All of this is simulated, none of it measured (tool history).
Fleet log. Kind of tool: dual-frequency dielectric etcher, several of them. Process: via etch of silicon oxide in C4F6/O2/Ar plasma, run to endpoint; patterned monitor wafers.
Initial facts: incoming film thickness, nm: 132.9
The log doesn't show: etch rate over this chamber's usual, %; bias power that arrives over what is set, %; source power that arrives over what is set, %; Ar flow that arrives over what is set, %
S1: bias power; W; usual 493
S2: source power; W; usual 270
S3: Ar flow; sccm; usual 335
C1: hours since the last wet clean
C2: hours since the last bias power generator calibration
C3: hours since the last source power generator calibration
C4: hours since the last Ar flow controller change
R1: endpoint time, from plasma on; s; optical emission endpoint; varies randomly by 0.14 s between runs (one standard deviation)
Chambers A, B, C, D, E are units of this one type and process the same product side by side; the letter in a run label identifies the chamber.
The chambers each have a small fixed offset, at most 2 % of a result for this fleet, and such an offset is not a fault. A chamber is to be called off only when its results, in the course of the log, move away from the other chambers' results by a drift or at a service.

run    day   S1   S2   S3     C1      C2      C3      C4      R1
 1E  0.142  493  270  335   68.2  1634.3  2374.3   307.5  34.272
     0.350  -- chamber C: wet clean of the chamber
 2C  0.367  493  270  335    0.4  1166.2   996.4   111.6  34.404
 3B  0.554  493  270  335  430.4  2923.2  2057.5  1616.5  34.492
 4D  0.829  493  270  335   76.6  2729.2   883.0  1954.6  33.733
 5A  1.125  493  270  335   62.9  1752.2  3097.1  1928.8  34.175
 6E  1.279  493  270  335   95.5  1661.6  2401.6   334.8  34.276
 7D  1.588  493  270  335   94.8  2747.4   901.2  1972.8  33.846
 8C  1.754  493  270  335   33.7  1199.5  1029.7   144.9  34.338
 9B  1.996  493  270  335  465.0  2957.8  2092.1  1651.1  34.420
10A  2.146  493  270  335   87.4  1776.7  3121.6  1953.3  34.133
11B  2.346  493  270  369  473.4  2966.2  2100.5  1659.5  34.606
     2.358  -- chamber D: bias power generator calibrated
12D  2.662  493  270  369  120.6     7.3   927.0  1998.6  34.265
13E  2.862  493  270  369  133.5  1699.6  2439.6   372.8  34.868
14A  3.146  493  270  369  111.4  1800.7  3145.6  1977.3  34.408
15C  3.325  493  270  369   71.4  1237.2  1067.4   182.6  34.896
16E  3.500  493  270  335  148.8  1714.9  2454.9   388.1  34.751
17D  3.654  493  270  335  144.4    31.1   950.8  2022.4  33.886
18B  3.962  493  270  335  512.2  3005.0  2139.3  1698.3  34.369
19C  4.183  493  270  335   92.0  1257.8  1088.0   203.2  34.547
     4.333  -- chamber D: Ar flow controller replaced
20A  4.471  493  270  335  143.2  1832.5  3177.4  2009.1  34.212
21C  4.675  493  270  335  103.8  1269.6  1099.8   215.0  34.578
22B  4.850  493  270  335  533.5  3026.3  2160.6  1719.6  34.277
23D  4.992  493  270  335  176.5    63.2   982.9    15.8  33.939
24A  5.167  493  270  335  159.9  1849.2  3194.1  2025.8  34.217
25E  5.333  493  270  335  192.8  1758.9  2498.9   432.1  34.428
26D  5.612  493  290  306  191.4    78.1   997.8    30.7  32.679
27B  5.892  493  290  306  558.5  3051.3  2185.6  1744.6  33.073
28A  6.162  493  290  306  183.8  1873.1  3218.0  2049.7  33.024
29E  6.412  493  290  306  218.7  1784.8  2524.8   458.0  33.297
30C  6.579  493  290  306  149.5  1315.3  1145.5   260.7  33.295
31C  6.838  493  310  335  155.7  1321.5  1151.7   266.9  32.970
     6.996  -- chamber B: wet clean of the chamber
32E  7.054  493  310  335  234.1  1800.2  2540.2   473.4  32.905
33B  7.275  493  310  335    6.7  3084.5  2218.8  1777.8  32.832
34A  7.433  493  310  335  214.3  1903.6  3248.5  2080.2  32.217
35D  7.617  493  310  335  239.5   126.2  1045.9    78.8  32.321
36D  7.896  493  270  335  246.2   132.9  1052.6    85.5  33.724
37B  8.038  493  270  335   25.0  3102.8  2237.1  1796.1  34.335
38C  8.242  493  270  335  189.4  1355.2  1185.4   300.6  34.470

Next, all 5 chambers run the settings below, one line each with question marks for the results. What does each chamber give?
39A  8.471  493  270  335                   ?
39B  8.471  493  270  335                   ?
39C  8.471  493  270  335                   ?
39D  8.471  493  270  335                   ?
39E  8.471  493  270  335                   ?

run      R1
39A  34.166
39B  34.067
39C  34.679
39D  34.188
39E  34.323

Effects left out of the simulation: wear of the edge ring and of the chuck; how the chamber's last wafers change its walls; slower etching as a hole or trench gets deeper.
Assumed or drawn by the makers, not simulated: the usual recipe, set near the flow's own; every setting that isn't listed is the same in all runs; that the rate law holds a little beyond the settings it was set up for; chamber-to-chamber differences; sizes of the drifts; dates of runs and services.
